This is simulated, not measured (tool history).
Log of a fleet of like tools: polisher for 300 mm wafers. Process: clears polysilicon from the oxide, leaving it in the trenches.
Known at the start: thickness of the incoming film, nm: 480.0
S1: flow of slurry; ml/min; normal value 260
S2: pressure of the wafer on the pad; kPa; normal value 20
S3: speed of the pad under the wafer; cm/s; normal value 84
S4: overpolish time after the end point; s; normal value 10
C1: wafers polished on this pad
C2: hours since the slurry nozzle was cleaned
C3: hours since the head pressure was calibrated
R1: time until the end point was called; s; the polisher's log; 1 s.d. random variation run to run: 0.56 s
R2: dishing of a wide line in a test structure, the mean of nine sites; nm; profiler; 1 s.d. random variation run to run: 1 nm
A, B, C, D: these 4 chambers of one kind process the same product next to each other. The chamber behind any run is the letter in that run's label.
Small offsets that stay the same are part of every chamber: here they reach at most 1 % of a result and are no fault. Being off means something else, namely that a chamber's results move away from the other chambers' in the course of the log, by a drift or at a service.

| run | day | S1 | S2 | S3 | S4 | C1 | C2 | C3 | R1 | R2 |
|---|---|---|---|---|---|---|---|---|---|---|
| 1C | 0.254 | 260 | 20 | 84 | 10 | 332 | 43.4 | 518.6 | 41.769 | 43.249 |
| 2A | 0.454 | 260 | 20 | 84 | 10 | 298 | 56.1 | 140.7 | 41.79 | 43.347 |
| 3B | 0.65 | 260 | 20 | 84 | 10 | 594 | 26.2 | 812.3 | 41.87 | 42.886 |
| 4D | 0.858 | 260 | 20 | 84 | 10 | 1187 | 204.5 | 587.5 | 42.245 | 43.244 |
|  | 0.9 | chamber D: slurry nozzle cleaned |
| 5D | 1.079 | 260 | 20 | 84 | 10 | 1251 | 4.3 | 592.8 | 40.807 | 42.897 |
| 6C | 1.204 | 260 | 20 | 84 | 10 | 605 | 66.2 | 541.4 | 41.689 | 43.413 |
|  | 1.296 | chamber B: worn pad replaced by a new one |
| 7B | 1.338 | 260 | 20 | 84 | 10 | 12 | 42.7 | 828.8 | 42.21 | 41.459 |
|  | 1.379 | chamber A: worn pad replaced by a new one |
|  | 1.483 | chamber D: worn pad replaced by a new one |
| 8A | 1.592 | 260 | 20 | 84 | 10 | 61 | 83.4 | 168 | 41.742 | 42.827 |
|  | 1.754 | chamber C: worn pad replaced by a new one |
| 9C | 1.783 | 260 | 20 | 84 | 10 | 9 | 80.1 | 555.3 | 42.019 | 43.612 |
| 10B | 1.9 | 260 | 20 | 84 | 10 | 173 | 56.2 | 842.3 | 41.277 | 43.957 |
| 11D | 2.112 | 260 | 20 | 84 | 10 | 180 | 29.1 | 617.6 | 41.262 | 40.913 |
| 12A | 2.329 | 260 | 20 | 84 | 10 | 273 | 101.1 | 185.7 | 42.236 | 42.78 |
| 13D | 2.5 | 260 | 20 | 84 | 10 | 291 | 38.4 | 626.9 | 42.486 | 42.792 |
| 14B | 2.696 | 260 | 20 | 84 | 10 | 402 | 75.3 | 861.4 | 41.529 | 42.317 |
| 15A | 2.942 | 260 | 20 | 84 | 10 | 449 | 115.8 | 200.4 | 41.246 | 42.643 |
| 16C | 3.1 | 260 | 20 | 84 | 10 | 387 | 111.7 | 586.9 | 41.994 | 43.915 |
|  | 3.225 | chamber A: worn pad replaced by a new one |
| 17D | 3.271 | 260 | 20 | 84 | 10 | 513 | 56.9 | 645.4 | 41.58 | 44.187 |
| 18B | 3.462 | 260 | 20 | 100 | 10 | 622 | 93.7 | 879.8 | 35.205 | 43.411 |
|  | 3.612 | chamber B: worn pad replaced by a new one |
| 19A | 3.679 | 260 | 20 | 100 | 10 | 131 | 133.5 | 218.1 | 35.415 | 44.541 |
| 20C | 3.796 | 260 | 20 | 100 | 10 | 586 | 128.4 | 603.6 | 34.765 | 43.612 |
| 21D | 3.938 | 260 | 20 | 100 | 10 | 704 | 72.9 | 661.4 | 33.84 | 42.688 |
| 22C | 4.112 | 260 | 17.2 | 84 | 10 | 677 | 136 | 611.2 | 47.322 | 42.169 |
| 23A | 4.288 | 260 | 17.2 | 84 | 10 | 305 | 148.1 | 232.7 | 48.339 | 41.73 |
| 24B | 4.425 | 260 | 17.2 | 84 | 10 | 234 | 116.8 | 902.9 | 48.43 | 42.781 |
| 25C | 4.617 | 260 | 17.2 | 84 | 10 | 822 | 148.1 | 623.3 | 48.179 | 41.392 |
| 26D | 4.742 | 260 | 20 | 84 | 10 | 935 | 92.2 | 680.7 | 41.874 | 44.201 |
| 27B | 4.983 | 260 | 20 | 84 | 10 | 394 | 130.2 | 916.3 | 41.13 | 42.668 |
|  | 5.079 | chamber C: worn pad replaced by a new one |
| 28A | 5.129 | 260 | 20 | 84 | 5 | 547 | 168.3 | 252.9 | 41.646 | 31.596 |
|  | 5.171 | chamber A: worn pad replaced by a new one |
|  | 5.212 | chamber C: head pressure recalibrated |
| 29C | 5.317 | 260 | 20 | 84 | 5 | 68 | 164.9 | 2.5 | 40.71 | 33.278 |
| 30D | 5.546 | 260 | 20 | 84 | 5 | 1166 | 111.5 | 700 | 41.76 | 31.677 |
| 31A | 5.708 | 260 | 20 | 84 | 5 | 154 | 182.2 | 266.8 | 41.423 | 32.464 |
| 32B | 5.929 | 260 | 20 | 84 | 10 | 665 | 152.9 | 939 | 42.813 | 42.476 |
| 33C | 6.167 | 260 | 20 | 84 | 10 | 312 | 185.3 | 22.9 | 40.95 | 42.614 |
|  | 6.2 | chamber B: worn pad replaced by a new one |
|  | 6.3 | chamber D: worn pad replaced by a new one |
| 34B | 6.321 | 260 | 20 | 84 | 10 | 35 | 162.3 | 948.4 | 41.79 | 42.554 |
| 35A | 6.479 | 260 | 20 | 84 | 10 | 376 | 200.7 | 285.3 | 41.964 | 43.119 |
| 36D | 6.733 | 260 | 20 | 84 | 10 | 124 | 140 | 728.5 | 41.316 | 41.405 |
| 37C | 6.862 | 260 | 20 | 84 | 10 | 512 | 202 | 39.6 | 41.768 | 43.328 |
| 38A | 7.004 | 260 | 20 | 84 | 10 | 526 | 213.3 | 297.9 | 42.256 | 41.908 |

Is one chamber off against the others, does the gauge drift, or is nothing wrong? If a chamber is off, say which, and what the likeliest cause is.

Nothing is wrong: each chamber keeps only its own small, steady offset and the gauge holds still.
